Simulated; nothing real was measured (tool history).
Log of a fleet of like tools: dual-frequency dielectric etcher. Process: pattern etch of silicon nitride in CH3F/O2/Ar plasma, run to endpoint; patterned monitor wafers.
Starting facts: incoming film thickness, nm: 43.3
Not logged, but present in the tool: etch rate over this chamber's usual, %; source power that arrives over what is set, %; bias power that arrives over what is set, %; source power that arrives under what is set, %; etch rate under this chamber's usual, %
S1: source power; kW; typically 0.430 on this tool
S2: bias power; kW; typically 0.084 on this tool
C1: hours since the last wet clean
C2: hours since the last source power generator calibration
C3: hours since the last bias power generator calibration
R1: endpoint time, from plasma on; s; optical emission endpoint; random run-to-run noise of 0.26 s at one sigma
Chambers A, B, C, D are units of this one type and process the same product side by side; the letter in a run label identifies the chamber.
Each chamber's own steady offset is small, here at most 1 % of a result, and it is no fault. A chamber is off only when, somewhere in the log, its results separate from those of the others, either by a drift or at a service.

run   hour     S1     S2     C1      C2      C3      R1
       0.6  -- chamber B: wet clean of the chamber
 1D    5.8  0.430  0.084  248.1  2464.0  1416.0  57.097
 2B   13.0  0.430  0.084   12.5  2803.1  1905.0  57.911
 3C   18.5  0.430  0.084   87.2  1721.5  4016.2  57.930
 4A   26.8  0.430  0.084  121.9  3424.7  1390.9  57.791
 5A   33.4  0.430  0.084  128.5  3431.3  1397.5  57.307
 6C   40.1  0.430  0.084  108.8  1743.1  4037.8  57.427
 7D   49.3  0.430  0.096  291.6  2507.5  1459.5  54.675
 8B   56.7  0.430  0.096   56.2  2846.8  1948.7  55.034
      58.9  -- chamber D: source power generator calibrated
 9B   62.1  0.430  0.096   61.6  2852.2  1954.1  55.003
10A   66.7  0.430  0.096  161.8  3464.6  1430.8  54.488
11C   75.7  0.430  0.084  144.4  1778.7  4073.4  57.624
12D   84.4  0.430  0.084  326.7    25.6  1494.6  57.430
13C   90.7  0.430  0.084  159.4  1793.7  4088.4  57.445
      94.9  -- chamber D: bias power generator calibrated
14B   95.2  0.430  0.084   94.7  2885.3  1987.2  57.721
15A   99.4  0.520  0.068  194.5  3497.3  1463.5  56.948
16D  107.9  0.520  0.068  350.2    49.1    13.0  57.001
17C  116.2  0.520  0.068  184.9  1819.2  4113.9  57.905
18D  123.7  0.520  0.068  366.0    64.9    28.8  57.517
19A  130.9  0.430  0.084  226.0  3528.8  1495.0  56.345
20B  135.8  0.430  0.064  135.3  2925.9  2027.8  63.230
21B  142.5  0.430  0.064  142.0  2932.6  2034.5  63.531
22C  148.2  0.430  0.064  216.9  1851.2  4145.9  63.156
     153.0  -- chamber D: wet clean of the chamber
23D  153.0  0.430  0.064    0.1    94.2    58.1  62.512
24A  161.7  0.430  0.066  256.8  3559.6  1525.8  60.802
25D  168.7  0.430  0.066   15.8   109.9    73.8  62.618
26C  174.0  0.430  0.066  242.7  1877.0  4171.7  63.079
     175.4  -- chamber C: bias power generator calibrated
27A  183.2  0.430  0.066  278.3  3581.1  1547.3  61.225
28B  189.1  0.330  0.067  188.6  2979.2  2081.1  69.597
29D  197.9  0.330  0.067   45.0   139.1   103.0  68.116
30B  202.0  0.330  0.067  201.5  2992.1  2094.0  69.318
31C  208.4  0.330  0.067  277.1  1911.4    33.0  69.054
32A  213.9  0.430  0.084  309.0  3611.8  1578.0  55.378
33A  220.5  0.430  0.084  315.6  3618.4  1584.6  56.209
34B  228.2  0.530  0.084  227.7  3018.3  2120.2  53.856
35D  235.4  0.530  0.084   82.5   176.6   140.5  52.697
36C  242.5  0.530  0.084  311.2  1945.5    67.1  53.310
37B  248.5  0.530  0.084  248.0  3038.6  2140.5  53.822
38A  253.9  0.430  0.084  349.0  3651.8  1618.0  55.739

Decide between three cases: one chamber stands off from its peers, the gauge reading all wafers drifts, or nothing is wrong past each chamber's small offset. Where a chamber is off, say which and what most likely put it there.

One chamber, A, drifts off from the rest bit by bit.
Most likely cause: etch rate over this chamber's usual, % = 3.6.

Chamber A could run next with any of the 4 candidate recipes listed below; each alters the usual settings, and their results appear as question marks. Which one brings its results back in line with what the other chambers deliver on the usual settings?
Maximum distance from the other chambers' mean on the usual settings for a result to count as in line: R1 0.920 s
39A-1  260.7  0.430  0.100               ?
39A-2  260.7  0.450  0.088               ?
39A-3  260.7  0.430  0.075               ?
39A-4  260.7  0.390  0.077               ?

Other chambers, usual settings, mean: R1 57.639 s
  run      R1
39A-1  52.049
39A-2  53.533
39A-3  57.556
39A-4  59.225
It is 39A-3 that realigns the chamber with its peers.
